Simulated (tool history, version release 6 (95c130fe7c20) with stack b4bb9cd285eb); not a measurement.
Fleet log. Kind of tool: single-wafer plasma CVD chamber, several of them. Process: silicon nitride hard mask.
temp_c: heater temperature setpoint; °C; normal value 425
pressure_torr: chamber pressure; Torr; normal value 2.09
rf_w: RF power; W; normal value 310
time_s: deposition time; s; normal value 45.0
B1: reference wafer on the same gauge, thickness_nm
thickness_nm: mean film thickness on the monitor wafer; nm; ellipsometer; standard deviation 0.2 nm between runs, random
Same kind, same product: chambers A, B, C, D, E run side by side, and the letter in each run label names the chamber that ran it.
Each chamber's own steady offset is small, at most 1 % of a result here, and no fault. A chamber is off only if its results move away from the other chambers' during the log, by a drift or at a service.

{"run": "1A", "hour": 8.0, "temp_c": 425, "pressure_torr": 2.09, "rf_w": 310, "time_s": 45.0, "B1": 54.014, "thickness_nm": 56.865}
{"run": "2D", "hour": 21.4, "temp_c": 425, "pressure_torr": 2.09, "rf_w": 310, "time_s": 45.0, "B1": 54.026, "thickness_nm": 56.608}
{"hour": 23.5, "done": "chamber B: capacitance manometer re-zeroed and calibrated"}
{"run": "3B", "hour": 31.5, "temp_c": 425, "pressure_torr": 2.09, "rf_w": 310, "time_s": 45.0, "B1": 54.007, "thickness_nm": 56.199}
{"run": "4E", "hour": 39.1, "temp_c": 425, "pressure_torr": 2.09, "rf_w": 310, "time_s": 45.0, "B1": 53.965, "thickness_nm": 56.136}
{"run": "5C", "hour": 48.5, "temp_c": 425, "pressure_torr": 2.09, "rf_w": 310, "time_s": 45.0, "B1": 53.941, "thickness_nm": 56.306}
{"run": "6B", "hour": 57.5, "temp_c": 438, "pressure_torr": 2.09, "rf_w": 310, "time_s": 45.0, "B1": 54.006, "thickness_nm": 55.917}
{"hour": 69.1, "done": "chamber A: thermocouple changed; heater temperature recalibrated"}
{"run": "7C", "hour": 69.1, "temp_c": 438, "pressure_torr": 2.09, "rf_w": 310, "time_s": 45.0, "B1": 54.029, "thickness_nm": 56.321}
{"run": "8A", "hour": 77.7, "temp_c": 438, "pressure_torr": 2.09, "rf_w": 310, "time_s": 45.0, "B1": 53.987, "thickness_nm": 56.454}
{"run": "9E", "hour": 83.9, "temp_c": 438, "pressure_torr": 2.09, "rf_w": 310, "time_s": 45.0, "B1": 53.981, "thickness_nm": 55.778}
{"run": "10D", "hour": 93.5, "temp_c": 438, "pressure_torr": 2.09, "rf_w": 310, "time_s": 45.0, "B1": 54.003, "thickness_nm": 56.386}
{"run": "11E", "hour": 101.5, "temp_c": 425, "pressure_torr": 2.09, "rf_w": 310, "time_s": 45.0, "B1": 53.988, "thickness_nm": 56.304}
{"run": "12B", "hour": 114.1, "temp_c": 425, "pressure_torr": 2.09, "rf_w": 310, "time_s": 45.0, "B1": 53.966, "thickness_nm": 55.993}
{"run": "13D", "hour": 122.2, "temp_c": 425, "pressure_torr": 2.09, "rf_w": 310, "time_s": 45.0, "B1": 54.003, "thickness_nm": 56.696}
{"run": "14C", "hour": 131.9, "temp_c": 431, "pressure_torr": 2.09, "rf_w": 310, "time_s": 45.0, "B1": 53.95, "thickness_nm": 56.288}
{"run": "15A", "hour": 137.9, "temp_c": 431, "pressure_torr": 2.09, "rf_w": 310, "time_s": 45.0, "B1": 54.05, "thickness_nm": 56.651}
{"run": "16B", "hour": 145.3, "temp_c": 431, "pressure_torr": 2.09, "rf_w": 310, "time_s": 45.0, "B1": 53.975, "thickness_nm": 56.175}
{"run": "17E", "hour": 156.1, "temp_c": 431, "pressure_torr": 2.09, "rf_w": 310, "time_s": 45.0, "B1": 53.952, "thickness_nm": 55.997}
{"run": "18D", "hour": 164.8, "temp_c": 431, "pressure_torr": 2.09, "rf_w": 310, "time_s": 45.0, "B1": 54.06, "thickness_nm": 56.35}
{"run": "19C", "hour": 177.7, "temp_c": 425, "pressure_torr": 2.09, "rf_w": 310, "time_s": 45.0, "B1": 53.976, "thickness_nm": 56.363}
{"run": "20A", "hour": 183.8, "temp_c": 425, "pressure_torr": 2.09, "rf_w": 310, "time_s": 45.0, "B1": 53.982, "thickness_nm": 56.471}
{"run": "21B", "hour": 189.8, "temp_c": 425, "pressure_torr": 2.09, "rf_w": 310, "time_s": 45.0, "B1": 53.993, "thickness_nm": 56.384}
{"run": "22A", "hour": 199.4, "temp_c": 425, "pressure_torr": 2.09, "rf_w": 310, "time_s": 45.0, "B1": 54.016, "thickness_nm": 56.597}
{"hour": 208.4, "done": "chamber B: RF generator calibrated"}
{"run": "23D", "hour": 208.5, "temp_c": 425, "pressure_torr": 2.09, "rf_w": 310, "time_s": 45.0, "B1": 54.02, "thickness_nm": 56.825}
{"run": "24E", "hour": 216.7, "temp_c": 425, "pressure_torr": 2.09, "rf_w": 310, "time_s": 45.0, "B1": 53.959, "thickness_nm": 56.081}
{"run": "25C", "hour": 225.9, "temp_c": 425, "pressure_torr": 2.09, "rf_w": 310, "time_s": 40.1, "B1": 54.013, "thickness_nm": 50.09}
{"run": "26A", "hour": 236.4, "temp_c": 425, "pressure_torr": 2.09, "rf_w": 310, "time_s": 40.1, "B1": 54.005, "thickness_nm": 50.601}
{"hour": 244.5, "done": "chamber E: RF generator calibrated"}
{"run": "27E", "hour": 247.5, "temp_c": 425, "pressure_torr": 2.09, "rf_w": 310, "time_s": 40.1, "B1": 53.99, "thickness_nm": 50.043}
{"run": "28B", "hour": 255.4, "temp_c": 425, "pressure_torr": 2.09, "rf_w": 310, "time_s": 40.1, "B1": 53.966, "thickness_nm": 50.238}
{"run": "29C", "hour": 262.3, "temp_c": 425, "pressure_torr": 2.09, "rf_w": 310, "time_s": 40.1, "B1": 53.998, "thickness_nm": 50.251}
{"run": "30D", "hour": 275.1, "temp_c": 425, "pressure_torr": 2.09, "rf_w": 310, "time_s": 45.0, "B1": 54.024, "thickness_nm": 56.501}
{"run": "31A", "hour": 284.0, "temp_c": 425, "pressure_torr": 2.09, "rf_w": 310, "time_s": 45.0, "B1": 54.025, "thickness_nm": 56.817}
{"run": "32D", "hour": 291.7, "temp_c": 425, "pressure_torr": 2.09, "rf_w": 310, "time_s": 45.0, "B1": 54.037, "thickness_nm": 56.665}
{"run": "33E", "hour": 305.1, "temp_c": 425, "pressure_torr": 2.09, "rf_w": 310, "time_s": 45.0, "B1": 54.023, "thickness_nm": 55.891}
{"run": "34C", "hour": 313.4, "temp_c": 425, "pressure_torr": 2.09, "rf_w": 310, "time_s": 45.0, "B1": 54.012, "thickness_nm": 56.66}
{"run": "35B", "hour": 321.1, "temp_c": 425, "pressure_torr": 2.09, "rf_w": 310, "time_s": 45.0, "B1": 53.998, "thickness_nm": 55.905}

What goes on in this fleet: one chamber off, a drifting gauge, or nothing beyond the chambers' own small offsets? Name the chamber and the cause, if any.

No chamber is off and the gauge is stable; the differences are just each chamber's small, constant offset.
